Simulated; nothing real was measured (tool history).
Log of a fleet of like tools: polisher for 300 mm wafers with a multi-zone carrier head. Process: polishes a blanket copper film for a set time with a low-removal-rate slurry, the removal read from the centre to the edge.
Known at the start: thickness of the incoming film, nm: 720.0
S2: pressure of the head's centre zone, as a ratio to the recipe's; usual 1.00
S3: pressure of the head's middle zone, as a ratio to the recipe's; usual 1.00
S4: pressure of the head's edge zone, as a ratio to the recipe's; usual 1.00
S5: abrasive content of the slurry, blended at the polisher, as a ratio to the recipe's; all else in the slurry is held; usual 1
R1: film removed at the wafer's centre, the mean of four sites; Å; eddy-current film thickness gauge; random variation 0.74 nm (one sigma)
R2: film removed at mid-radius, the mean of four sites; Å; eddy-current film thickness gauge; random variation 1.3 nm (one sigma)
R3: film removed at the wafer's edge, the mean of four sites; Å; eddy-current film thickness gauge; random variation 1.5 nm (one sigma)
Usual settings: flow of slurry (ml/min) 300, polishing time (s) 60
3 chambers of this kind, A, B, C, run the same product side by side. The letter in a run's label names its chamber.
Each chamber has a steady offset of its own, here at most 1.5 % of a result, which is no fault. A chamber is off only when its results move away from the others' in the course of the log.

At day 0.167: chamber B: worn pad replaced by a new one.
At day 0.192: chamber C: worn pad replaced by a new one.
Run 1A, day 0.300: usual settings. Result: R1 1172.3 Å, R2 1153.0 Å, R3 1183.2 Å.
Run 2B, day 0.554: usual settings. Result: R1 1175.7 Å, R2 1162.8 Å, R3 1176.0 Å.
Run 3C, day 0.812: usual settings. Result: R1 1166.7 Å, R2 1178.0 Å, R3 1153.5 Å.
Run 4C, day 1.033: usual settings. Result: R1 1165.9 Å, R2 1168.3 Å, R3 1122.3 Å.
Run 5A, day 1.221: usual settings. Result: R1 1164.9 Å, R2 1164.3 Å, R3 1178.1 Å.
Run 6B, day 1.475: usual settings. Result: R1 1173.3 Å, R2 1139.2 Å, R3 1182.9 Å.
Run 7C, day 1.850: usual settings. Result: R1 1164.4 Å, R2 1174.7 Å, R3 1175.7 Å.
Run 8A, day 2.075: usual settings. Result: R1 1164.6 Å, R2 1175.2 Å, R3 1176.2 Å.
Run 9B, day 2.388: usual settings. Result: R1 1186.7 Å, R2 1159.2 Å, R3 1165.3 Å.
At day 2.433: chamber A: worn pad replaced by a new one.
Run 10A, day 2.575: usual settings. Result: R1 1170.4 Å, R2 1155.3 Å, R3 1176.2 Å.
Run 11B, day 2.767: usual settings. Result: R1 1187.6 Å, R2 1166.5 Å, R3 1169.3 Å.
Run 12C, day 3.025: usual settings but S2 1.08, S4 0.88. Result: R1 1260.4 Å, R2 1148.3 Å, R3 1083.6 Å.
At day 3.075: chamber B: worn pad replaced by a new one.
Run 13C, day 3.429: usual settings but S2 1.08, S4 0.88. Result: R1 1274.9 Å, R2 1171.0 Å, R3 1052.8 Å.
At day 3.558: chamber C: worn pad replaced by a new one.
Run 14B, day 3.775: usual settings but S2 1.08, S4 0.88. Result: R1 1286.6 Å, R2 1147.9 Å, R3 1082.6 Å.
Run 15A, day 4.075: usual settings but S3 1.08. Result: R1 1167.1 Å, R2 1263.5 Å, R3 1149.2 Å.
Run 16B, day 4.329: usual settings but S3 1.08. Result: R1 1172.9 Å, R2 1228.0 Å, R3 1154.3 Å.
Run 17A, day 4.704: usual settings but S3 1.08. Result: R1 1154.5 Å, R2 1240.9 Å, R3 1175.5 Å.
At day 4.725: chamber A: worn pad replaced by a new one.
Run 18C, day 5.025: usual settings. Result: R1 1171.0 Å, R2 1157.6 Å, R3 1129.0 Å.
Run 19C, day 5.371: usual settings. Result: R1 1164.0 Å, R2 1169.5 Å, R3 1149.8 Å.
Run 20B, day 5.742: usual settings. Result: R1 1179.9 Å, R2 1155.2 Å, R3 1218.0 Å.
At day 6.000: chamber B: worn pad replaced by a new one.
Run 21A, day 6.096: usual settings. Result: R1 1175.6 Å, R2 1158.6 Å, R3 1155.7 Å.
At day 6.304: chamber C: slurry nozzle cleaned.
Run 22A, day 6.404: usual settings. Result: R1 1175.0 Å, R2 1180.8 Å, R3 1175.2 Å.
Run 23B, day 6.658: usual settings. Result: R1 1186.6 Å, R2 1168.9 Å, R3 1175.9 Å.
At day 6.929: chamber B: centre zone pressure recalibrated.
Run 24C, day 6.992: usual settings. Result: R1 1165.4 Å, R2 1152.5 Å, R3 1153.3 Å.
At day 7.242: chamber C: worn pad replaced by a new one.
Run 25B, day 7.354: usual settings. Result: R1 1195.7 Å, R2 1147.8 Å, R3 1148.9 Å.
At day 7.412: chamber A: worn pad replaced by a new one.
Run 26C, day 7.608: usual settings. Result: R1 1175.2 Å, R2 1162.2 Å, R3 1175.2 Å.
Run 27A, day 7.854: usual settings. Result: R1 1157.5 Å, R2 1153.7 Å, R3 1163.9 Å.

What goes on in this fleet: one chamber off, a drifting gauge, or nothing beyond the chambers' own small offsets? Name the chamber and the cause, if any.

No chamber stands off beyond its own small offset, and the gauge holds steady.
